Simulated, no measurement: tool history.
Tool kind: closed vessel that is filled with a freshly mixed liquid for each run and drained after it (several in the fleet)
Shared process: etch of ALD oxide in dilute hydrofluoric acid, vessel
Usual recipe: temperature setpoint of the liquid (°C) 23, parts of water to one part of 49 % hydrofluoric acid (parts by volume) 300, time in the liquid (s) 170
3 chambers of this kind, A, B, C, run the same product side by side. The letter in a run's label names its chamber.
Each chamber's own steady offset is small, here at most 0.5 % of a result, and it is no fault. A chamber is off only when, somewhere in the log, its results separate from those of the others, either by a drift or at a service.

run,day,temperature setpoint of the liquid (°C),parts of water to one part of 49 % hydrofluoric acid (parts by volume),time in the liquid (s),"read-back film thickness of the ALD oxide reference wafer, read on the same gauge (nm)",thickness taken off the ALD oxide on a monitor wafer (angstrom)
1C,0.088,23,300,170,30.056,77.962
2A,0.238,23,300,170,30.006,79.797
3B,0.346,23,300,170,30.009,78.845
4C,0.538,23,300,170,29.986,77.928
5B,0.679,23,300,170,29.976,78.225
6A,0.825,23,300,170,29.993,78.331
7A,0.933,23,300,170,29.985,78.705
8B,1.058,23,300,170,29.969,78.463
9C,1.212,23,220,170,29.996,115.64
10A,1.362,23,220,170,30.016,118.46
11C,1.45,23,220,170,29.996,115.08
12B,1.592,23,300,170,29.984,78.728
13C,1.775,23,300,170,29.988,77.841
14B,1.933,23,300,170,30.002,78.651
15A,2.075,26.5,210,170,29.984,140.74
16C,2.196,26.5,210,170,29.983,139.55
17A,2.296,26.5,210,170,30.016,137.77
18B,2.467,23,300,170,30.005,77.945
19C,2.654,23,300,170,29.99,78.018
20B,2.779,23,300,170,29.966,78.548
21A,2.95,23,300,170,29.96,79.501
22C,3.042,23,300,170,29.992,78.085
23A,3.192,23,300,170,30.06,78.384
24B,3.388,23,300,170,29.986,76.793
25B,3.508,23,300,170,29.989,76.734
26A,3.654,26,300,225,29.984,113.69
27C,3.854,26,300,225,30.012,115.32
28A,3.95,26,300,225,30.039,114.71
29B,4.1,23,300,170,29.997,76.476
30C,4.262,23,300,170,30.02,78.564
31A,4.358,23,300,170,29.985,79.08
32B,4.546,23,300,170,29.993,75.203
33C,4.708,23,300,170,30.002,79.126
34A,4.825,23,300,170,29.959,77.263
35C,4.925,23,395,85,30.012,27.235
36B,5.033,23,395,85,29.987,25.809
37B,5.125,23,395,85,30.039,25.603
38A,5.275,23,300,170,30.01,77.427
39C,5.362,23,300,125,30.022,58.378
40B,5.488,23,300,125,29.986,53.47
41A,5.579,23,300,125,30.007,58.296
42C,5.692,23,300,170,29.983,78.447
43B,5.854,23,300,170,30.019,73.372

Next, every chamber runs the same settings. What will each give?
44A,5.996,23,300,170,,?
44B,5.996,23,300,170,,?
44C,5.996,23,300,170,,?

run,thickness taken off the ALD oxide on a monitor wafer (angstrom)
44A,78.168
44B,72.512
44C,78.287
